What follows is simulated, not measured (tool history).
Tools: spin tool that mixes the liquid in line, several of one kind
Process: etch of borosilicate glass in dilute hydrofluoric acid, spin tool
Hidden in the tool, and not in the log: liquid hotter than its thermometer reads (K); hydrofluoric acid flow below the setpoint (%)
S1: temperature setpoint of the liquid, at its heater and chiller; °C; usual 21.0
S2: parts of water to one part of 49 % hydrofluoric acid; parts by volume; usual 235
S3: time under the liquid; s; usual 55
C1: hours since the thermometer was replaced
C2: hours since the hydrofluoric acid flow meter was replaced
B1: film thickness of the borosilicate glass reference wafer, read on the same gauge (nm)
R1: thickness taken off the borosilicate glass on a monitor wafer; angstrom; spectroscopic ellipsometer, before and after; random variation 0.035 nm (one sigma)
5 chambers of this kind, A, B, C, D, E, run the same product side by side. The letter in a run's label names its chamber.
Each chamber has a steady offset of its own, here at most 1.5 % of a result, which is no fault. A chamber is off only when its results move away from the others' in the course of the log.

run 1C hour=8.4 | S1=21.0 S2=235 S3=55 | C1=104.8 C2=582.6 | B1=90.001 | R1=46.310
run 2E hour=16.5 | S1=21.0 S2=235 S3=55 | C1=269.8 C2=238.5 | B1=89.993 | R1=45.772
run 3D hour=21.5 | S1=21.0 S2=235 S3=55 | C1=2785.7 C2=1186.5 | B1=89.986 | R1=45.635
run 4B hour=26.3 | S1=21.0 S2=235 S3=55 | C1=1505.5 C2=441.3 | B1=89.982 | R1=45.837
run 5A hour=30.4 | S1=21.0 S2=235 S3=55 | C1=987.8 C2=1204.1 | B1=90.013 | R1=44.813
run 6E hour=35.0 | S1=19.0 S2=235 S3=90 | C1=288.3 C2=257.0 | B1=89.998 | R1=69.571
run 7A hour=41.4 | S1=19.0 S2=235 S3=90 | C1=998.8 C2=1215.1 | B1=89.987 | R1=69.353
run 8B hour=45.5 | S1=19.0 S2=235 S3=90 | C1=1524.7 C2=460.5 | B1=90.005 | R1=70.720
-- hour=51.1 chamber D: thermometer replaced
run 9D hour=52.4 | S1=19.0 S2=235 S3=90 | C1=1.4 C2=1217.4 | B1=89.992 | R1=67.836
run 10C hour=59.7 | S1=19.0 S2=235 S3=90 | C1=156.1 C2=633.9 | B1=90.002 | R1=70.149
run 11B hour=66.4 | S1=21.0 S2=235 S3=55 | C1=1545.6 C2=481.4 | B1=89.999 | R1=45.469
run 12A hour=75.3 | S1=21.0 S2=235 S3=55 | C1=1032.7 C2=1249.0 | B1=90.006 | R1=45.399
run 13E hour=80.7 | S1=21.0 S2=235 S3=55 | C1=334.0 C2=302.7 | B1=90.002 | R1=46.010
run 14D hour=88.1 | S1=21.0 S2=235 S3=55 | C1=37.1 C2=1253.1 | B1=89.991 | R1=45.435
run 15C hour=95.7 | S1=17.0 S2=235 S3=35 | C1=192.1 C2=669.9 | B1=90.017 | R1=25.057
run 16C hour=102.9 | S1=17.0 S2=235 S3=35 | C1=199.3 C2=677.1 | B1=90.023 | R1=25.446
run 17E hour=111.8 | S1=17.0 S2=235 S3=35 | C1=365.1 C2=333.8 | B1=90.009 | R1=25.015
run 18D hour=118.9 | S1=17.0 S2=235 S3=35 | C1=67.9 C2=1283.9 | B1=89.997 | R1=24.649
run 19A hour=124.7 | S1=17.0 S2=235 S3=35 | C1=1082.1 C2=1298.4 | B1=90.011 | R1=24.618
run 20B hour=128.6 | S1=18.0 S2=235 S3=55 | C1=1607.8 C2=543.6 | B1=90.015 | R1=41.488
run 21D hour=135.3 | S1=18.0 S2=235 S3=55 | C1=84.3 C2=1300.3 | B1=90.016 | R1=40.361
run 22A hour=141.3 | S1=18.0 S2=235 S3=55 | C1=1098.7 C2=1315.0 | B1=90.009 | R1=40.170
run 23B hour=147.8 | S1=18.0 S2=235 S3=55 | C1=1627.0 C2=562.8 | B1=89.989 | R1=40.926
run 24C hour=156.5 | S1=18.0 S2=235 S3=55 | C1=252.9 C2=730.7 | B1=90.004 | R1=40.895
run 25E hour=164.3 | S1=21.0 S2=235 S3=55 | C1=417.6 C2=386.3 | B1=90.006 | R1=46.913
run 26B hour=172.4 | S1=21.0 S2=235 S3=55 | C1=1651.6 C2=587.4 | B1=89.993 | R1=46.166
run 27D hour=178.0 | S1=21.0 S2=235 S3=55 | C1=127.0 C2=1343.0 | B1=89.996 | R1=45.352
run 28C hour=185.8 | S1=21.0 S2=235 S3=55 | C1=282.2 C2=760.0 | B1=90.014 | R1=46.835
run 29E hour=194.9 | S1=21.0 S2=235 S3=55 | C1=448.2 C2=416.9 | B1=90.001 | R1=47.042
run 30A hour=199.8 | S1=21.0 S2=235 S3=55 | C1=1157.2 C2=1373.5 | B1=90.022 | R1=45.948
run 31C hour=205.0 | S1=23.5 S2=235 S3=90 | C1=301.4 C2=779.2 | B1=90.006 | R1=82.290
run 32B hour=209.0 | S1=23.5 S2=235 S3=90 | C1=1688.2 C2=624.0 | B1=90.003 | R1=82.271
run 33A hour=215.6 | S1=23.5 S2=235 S3=90 | C1=1173.0 C2=1389.3 | B1=89.986 | R1=81.628

Is one chamber off against the others, does the gauge drift, or is nothing wrong? If a chamber is off, say which, and what the likeliest cause is.

Chamber E drifts away from the others.
Cause: liquid hotter than its thermometer reads (K) = 1.45.
The log may not tell that from: hydrofluoric acid flow above the setpoint (%).

Here are 4 candidates for chamber E's next run, each the usual settings with a change, their results left as question marks. Which one brings its results back in line with what the others give on the usual settings?
In line means no further than this from the other chambers' mean on the usual settings: R1 1.200 angstrom
run 34E-1 hour=222.1 | S1=21.0 S2=225 S3=55 | R1=?
run 34E-2 hour=222.1 | S1=21.0 S2=245 S3=55 | R1=?
run 34E-3 hour=222.1 | S1=21.0 S2=255 S3=55 | R1=?
run 34E-4 hour=222.1 | S1=23.5 S2=235 S3=55 | R1=?

The other chambers' mean on the usual settings: R1 45.746 angstrom
run=34E-1 R1=50.362
run=34E-2 R1=45.352
run=34E-3 R1=43.153
run=34E-4 R1=52.330
34E-2 brings the chamber back in line.
